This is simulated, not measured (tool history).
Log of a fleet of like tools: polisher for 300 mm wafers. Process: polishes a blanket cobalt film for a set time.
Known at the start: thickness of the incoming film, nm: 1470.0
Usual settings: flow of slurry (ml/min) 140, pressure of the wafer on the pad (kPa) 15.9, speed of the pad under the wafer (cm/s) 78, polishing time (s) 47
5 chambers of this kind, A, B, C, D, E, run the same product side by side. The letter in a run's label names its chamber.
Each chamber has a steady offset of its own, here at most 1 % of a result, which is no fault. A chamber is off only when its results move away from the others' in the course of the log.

| run | hour | flow of slurry (ml/min) | pressure of the wafer on the pad (kPa) | speed of the pad under the wafer (cm/s) | polishing time (s) | film removed (Å) |
|---|---|---|---|---|---|---|
| 1C | 13.1 | 140 | 15.9 | 78 | 47 | 1750.8 |
|  | 16.3 | chamber D: worn pad replaced by a new one |
| 2A | 21.9 | 140 | 15.9 | 78 | 47 | 1781.3 |
|  | 27.9 | chamber C: worn pad replaced by a new one |
| 3D | 35.2 | 140 | 15.9 | 78 | 47 | 1763.5 |
|  | 37.8 | chamber C: slurry nozzle cleaned |
| 4B | 44.4 | 140 | 15.9 | 78 | 47 | 1753.3 |
|  | 53.9 | chamber A: worn pad replaced by a new one |
| 5E | 55.5 | 140 | 15.9 | 78 | 47 | 1771.6 |
| 6A | 63.8 | 140 | 15.9 | 78 | 47 | 1773.9 |
|  | 69.4 | chamber B: worn pad replaced by a new one |
| 7E | 74.4 | 140 | 15.9 | 78 | 47 | 1790.9 |
| 8C | 82.2 | 140 | 10.3 | 92 | 47 | 1342.7 |
| 9B | 90.4 | 140 | 10.3 | 92 | 47 | 1370.0 |
| 10D | 101.7 | 140 | 10.3 | 92 | 47 | 1371.9 |
|  | 112.3 | chamber D: worn pad replaced by a new one |
| 11E | 115.6 | 140 | 10.3 | 92 | 47 | 1367.2 |
| 12A | 123.2 | 140 | 10.3 | 92 | 47 | 1377.0 |
| 13B | 130.1 | 140 | 15.9 | 78 | 47 | 1758.4 |
|  | 130.5 | chamber E: worn pad replaced by a new one |
|  | 137.3 | chamber C: worn pad replaced by a new one |
|  | 138.0 | chamber A: worn pad replaced by a new one |
| 14D | 138.6 | 140 | 15.9 | 78 | 47 | 1757.8 |
|  | 147.7 | chamber B: slurry nozzle cleaned |
| 15C | 152.2 | 140 | 15.9 | 78 | 47 | 1780.0 |
| 16C | 162.4 | 140 | 15.9 | 52 | 47 | 1179.2 |
|  | 172.2 | chamber E: slurry nozzle cleaned |
| 17B | 173.8 | 140 | 15.9 | 52 | 47 | 1169.5 |
| 18A | 182.4 | 140 | 15.9 | 52 | 47 | 1174.8 |
|  | 187.0 | chamber D: slurry nozzle cleaned |
|  | 188.8 | chamber D: worn pad replaced by a new one |
| 19E | 189.8 | 140 | 15.9 | 52 | 47 | 1188.6 |
|  | 201.2 | chamber B: head pressure recalibrated |
| 20D | 204.0 | 140 | 15.9 | 52 | 47 | 1167.8 |
| 21A | 211.5 | 140 | 15.9 | 78 | 47 | 1773.5 |
|  | 218.9 | chamber A: worn pad replaced by a new one |
| 22D | 219.1 | 140 | 15.9 | 78 | 47 | 1789.0 |
|  | 228.5 | chamber B: worn pad replaced by a new one |
| 23C | 231.7 | 140 | 15.9 | 78 | 47 | 1769.2 |
| 24B | 242.4 | 140 | 15.9 | 78 | 47 | 1900.2 |
|  | 242.8 | chamber C: worn pad replaced by a new one |
|  | 245.4 | chamber E: worn pad replaced by a new one |
| 25E | 249.3 | 140 | 15.9 | 78 | 47 | 1777.7 |
| 26D | 261.3 | 140 | 15.9 | 78 | 47 | 1755.3 |
|  | 264.8 | chamber D: worn pad replaced by a new one |
| 27B | 272.2 | 140 | 15.9 | 78 | 47 | 1920.5 |
| 28A | 283.0 | 165 | 17.9 | 78 | 47 | 2055.5 |
| 29C | 293.8 | 165 | 17.9 | 78 | 47 | 2047.8 |
|  | 304.6 | chamber A: worn pad replaced by a new one |
| 30E | 307.5 | 165 | 17.9 | 78 | 47 | 2041.8 |
| 31E | 320.7 | 165 | 17.9 | 78 | 47 | 2061.9 |
| 32C | 333.8 | 165 | 17.9 | 78 | 47 | 2045.7 |
|  | 334.0 | chamber C: head pressure recalibrated |
| 33B | 345.1 | 95 | 11.0 | 78 | 47 | 1207.7 |
|  | 347.5 | chamber C: worn pad replaced by a new one |
|  | 351.6 | chamber E: head pressure recalibrated |
|  | 354.7 | chamber D: worn pad replaced by a new one |
| 34A | 354.8 | 95 | 11.0 | 78 | 47 | 1147.0 |
| 35D | 366.9 | 95 | 11.0 | 78 | 47 | 1120.6 |
| 36E | 376.0 | 95 | 11.0 | 78 | 47 | 1131.6 |
|  | 376.6 | chamber E: worn pad replaced by a new one |
| 37D | 384.8 | 95 | 11.0 | 78 | 47 | 1134.2 |
|  | 388.2 | chamber A: worn pad replaced by a new one |
| 38A | 397.1 | 140 | 15.9 | 78 | 47 | 1768.8 |
|  | 401.2 | chamber B: worn pad replaced by a new one |
| 39B | 404.7 | 140 | 15.9 | 78 | 47 | 1899.8 |
|  | 407.5 | chamber E: slurry nozzle cleaned |
| 40C | 412.8 | 120 | 15.9 | 78 | 55 | 2003.8 |
| 41E | 425.5 | 120 | 15.9 | 78 | 55 | 2004.7 |

Next, every chamber runs the same settings. What will each give?
| 42A | 435.7 | 140 | 15.9 | 78 | 47 | ? |
| 42B | 435.7 | 140 | 15.9 | 78 | 47 | ? |
| 42C | 435.7 | 140 | 15.9 | 78 | 47 | ? |
| 42D | 435.7 | 140 | 15.9 | 78 | 47 | ? |
| 42E | 435.7 | 140 | 15.9 | 78 | 47 | ? |

| run | film removed (Å) |
|---|---|
| 42A | 1758.6 |
| 42B | 1893.8 |
| 42C | 1765.7 |
| 42D | 1774.9 |
| 42E | 1774.9 |
